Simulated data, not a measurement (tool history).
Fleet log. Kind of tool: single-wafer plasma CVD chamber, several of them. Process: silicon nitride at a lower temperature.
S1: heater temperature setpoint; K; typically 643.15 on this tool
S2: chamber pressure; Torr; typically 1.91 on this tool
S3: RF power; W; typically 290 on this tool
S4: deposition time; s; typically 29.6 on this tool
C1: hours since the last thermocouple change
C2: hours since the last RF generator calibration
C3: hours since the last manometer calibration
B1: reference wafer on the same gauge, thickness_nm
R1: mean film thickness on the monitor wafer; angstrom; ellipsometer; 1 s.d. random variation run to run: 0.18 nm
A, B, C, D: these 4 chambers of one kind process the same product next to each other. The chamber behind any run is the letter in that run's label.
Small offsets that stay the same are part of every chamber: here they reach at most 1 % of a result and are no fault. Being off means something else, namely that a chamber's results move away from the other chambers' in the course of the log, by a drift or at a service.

run   hour      S1    S2   S3    S4      C1      C2      C3      B1      R1
 1D     12  643.15  1.91  290  29.6     729  1405.7   785.7  28.521  354.01
 2A   23.1  643.15  1.91  290  29.6  1867.1   618.5   929.1  28.522  351.52
 3B   31.5  643.15  1.91  290  29.6   292.1   841.9    1144  28.516   352.5
 4C   38.9  643.15  1.91  290  29.6  1151.1   622.1  1064.9  28.473  360.81
 5A   48.1  643.15  1.91  290  29.6  1892.1   643.5   954.1  28.499  356.02
 6C   54.9  637.15  1.91  290  33.5  1167.1   638.1  1080.9  28.473  408.13
 7D   61.6  637.15  1.91  290  33.5   778.6  1455.3   835.3  28.515  405.59
 8B     71  637.15  1.91  290  33.5   331.6   881.4  1183.5  28.499  400.62
 9A   80.9  637.15  1.91  290  33.5  1924.9   676.3   986.9  28.515  400.82
10B   91.4  643.15  1.91  290  29.6     352   901.8  1203.9   28.49  355.29
11D  100.5  643.15  1.91  290  29.6   817.5  1494.2   874.2  28.485  354.45
12C  109.5  643.15  1.91  290  29.6  1221.7   692.7  1135.5  28.515  355.96
13C  119.5  643.15  1.91  290  29.6  1231.7   702.7  1145.5  28.539  355.73
14A  129.2  643.15  1.91  290  29.6  1973.2   724.6  1035.2  28.492  353.72
15D  139.4  643.15  1.91  290  29.6   856.4  1533.1   913.1  28.474  351.57
16B  147.9  643.15  1.91  290  29.6   408.5   958.3  1260.4  28.484  355.54
     153.7  -- chamber D: thermocouple changed; heater temperature recalibrated
17D  156.3  643.15  1.91  290  29.6     2.6    1550     930  28.492  353.61
18B  165.6  643.15  1.91  290  29.6   426.2     976  1278.1  28.494  356.51
19C  174.3  652.15  2.08  290  29.6  1286.5   757.5  1200.3  28.517  363.51
     177.2  -- chamber A: thermocouple changed; heater temperature recalibrated
     180.9  -- chamber B: RF generator calibrated
20A  183.6  652.15  2.08  290  29.6     6.4     779  1089.6  28.475  359.12
21A  194.8  652.15  2.08  290  29.6    17.6   790.2  1100.8  28.489  362.86
22C  203.1  652.15  2.08  290  29.6  1315.3   786.3  1229.1  28.514  365.63
23D  210.9  643.15  1.91  290  29.6    57.2  1604.6   984.6  28.474  357.32
24B    221  643.15  1.91  290  29.6   481.6    40.2  1333.5  28.473  357.69
25D  228.2  643.15  1.91  290  29.6    74.5  1621.9  1001.9  28.501  352.81
26B  238.6  643.15  1.91  290  27.4   499.2    57.8  1351.1  28.506  327.32
27A  248.4  643.15  1.91  290  27.4    71.2   843.8  1154.4  28.519  323.87
28C  258.1  643.15  1.91  290  27.4  1370.3   841.3  1284.1  28.457  334.03
29C  270.4  643.15  1.91  290  27.4  1382.6   853.6  1296.4  28.487  333.97
30D  278.5  643.15  1.91  290  29.6   124.8  1672.2  1052.2  28.449  353.23
31B  288.5  643.15  1.91  290  29.6   549.1   107.7    1401  28.519  350.72
     290.7  -- chamber C: thermocouple changed; heater temperature recalibrated
32A  295.4  643.15  1.91  290  24.1   118.2   890.8  1201.4  28.441  286.69
33A  302.2  643.15  1.91  290  24.1     125   897.6  1208.2  28.516  286.69
34C  312.9  643.15  1.91  290  24.1    22.3   896.1  1338.9  28.507  291.43
35B  324.1  643.15  1.91  290  24.1   584.7   143.3  1436.6  28.523  288.45
36D  329.5  643.15  1.91  290  29.6   175.8  1723.2  1103.2  28.509  352.37
37D  341.7  643.15  1.91  290  29.6     188  1735.4  1115.4    28.5  356.68
38A  348.2  643.15  1.91  290  29.6     171   943.6  1254.2  28.466  352.59
39C  356.8  643.15  1.91  290  29.6    66.2     940  1382.8  28.482  359.11
     363.2  -- chamber A: capacitance manometer re-zeroed and calibrated
40B  363.7  643.15  1.91  290  29.6   624.3   182.9  1476.2  28.525  353.24
41D    374  643.15  1.91  290  29.6   220.3  1767.7  1147.7  28.471  348.79
42C  382.2  643.15  1.91  290  29.6    91.6   965.4  1408.2  28.483  355.12
43B  391.7  643.15  1.91  290  29.6   652.3   210.9  1504.2    28.5  354.27
44A  403.8  643.15  1.91  290  29.6   226.6   999.2    40.6  28.509  354.47

Next, every chamber runs the same settings. What will each give?
45A  412.8  643.15  1.91  290  29.6                   ?
45B  412.8  643.15  1.91  290  29.6                   ?
45C  412.8  643.15  1.91  290  29.6                   ?
45D  412.8  643.15  1.91  290  29.6                   ?

run      R1
45A  350.43
45B   355.4
45C  355.03
45D   351.5
